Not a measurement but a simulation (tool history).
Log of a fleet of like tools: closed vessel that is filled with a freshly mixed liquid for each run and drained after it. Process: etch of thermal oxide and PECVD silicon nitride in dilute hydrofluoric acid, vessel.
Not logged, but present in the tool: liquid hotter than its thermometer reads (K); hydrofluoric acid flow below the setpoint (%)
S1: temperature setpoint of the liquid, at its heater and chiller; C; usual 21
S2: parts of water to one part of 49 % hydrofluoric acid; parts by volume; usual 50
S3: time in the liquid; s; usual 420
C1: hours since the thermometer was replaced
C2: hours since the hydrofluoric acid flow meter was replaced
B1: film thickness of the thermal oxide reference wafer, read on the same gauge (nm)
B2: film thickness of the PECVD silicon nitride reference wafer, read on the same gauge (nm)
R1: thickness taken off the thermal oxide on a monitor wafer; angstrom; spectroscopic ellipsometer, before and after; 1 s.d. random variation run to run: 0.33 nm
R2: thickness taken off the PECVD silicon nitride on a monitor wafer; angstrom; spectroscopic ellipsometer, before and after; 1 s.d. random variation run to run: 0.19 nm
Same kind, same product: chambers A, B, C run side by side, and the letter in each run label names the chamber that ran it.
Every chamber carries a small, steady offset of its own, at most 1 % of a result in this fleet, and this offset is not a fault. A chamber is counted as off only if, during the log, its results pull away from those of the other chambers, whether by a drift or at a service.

run,day,S1,S2,S3,C1,C2,B1,B2,R1,R2
1C,0.429,21,50,420,742,669.1,79.989,30.046,380.31,201.93
2A,1.054,21,50,420,920.2,2366.5,80.006,30.031,375.04,193.77
3B,1.562,21,50,420,279.1,707.9,79.971,30,384.52,203.95
4C,2.167,21,50,420,783.7,710.8,80.011,29.987,371.23,198.73
5B,2.646,21,50,420,305.1,733.9,80.002,29.981,378.92,198.32
6A,3.096,21,50,420,969.2,2415.5,80.009,30.003,379.64,197.54
7B,3.446,21,50,420,324.3,753.1,80.003,30.005,377.97,201.27
# day 3.625: chamber A: hydrofluoric acid flow meter replaced
8A,3.738,21,50,420,984.6,2.7,79.985,29.992,374.03,195.22
9C,4.033,21,50,420,828.5,755.6,79.993,29.966,373.47,201.15
10B,4.625,21,50,420,352.6,781.4,79.983,29.986,383.19,202
11C,4.929,21,50,420,850,777.1,79.996,30.01,374.21,199.02
12A,5.525,21,50,420,1027.5,45.6,80.009,30.053,378.27,198.28
13A,6.033,21,50,420,1039.7,57.8,79.988,30,375.48,194.95
14C,6.467,19,50,650,886.9,814,79.996,30.002,531.98,267.35
15B,6.988,19,50,650,409.3,838.1,79.999,30.007,526.06,270.95
16B,7.475,19,50,650,421,849.8,79.988,29.987,537.15,273.98
17C,7.804,21,50,420,919,846.1,79.998,29.981,377.72,202.94
18A,8.383,21,50,420,1096.1,114.2,80.005,29.991,380.82,197.19
19B,8.954,21,50,420,456.5,885.3,79.988,29.986,383.24,202.9
20C,9.25,21,50,420,953.7,880.8,80.007,30.002,375.4,201.15
21A,9.538,21,50,420,1123.8,141.9,79.997,29.986,372.61,199.11

Predict what each chamber gives when all 3 of them run the settings below next.
22A,10.017,21,60,420,,,,,?,?
22B,10.017,21,60,420,,,,,?,?
22C,10.017,21,60,420,,,,,?,?

run,R1,R2
22A,302.59,164.1
22B,310.04,167.89
22C,308.16,168.25
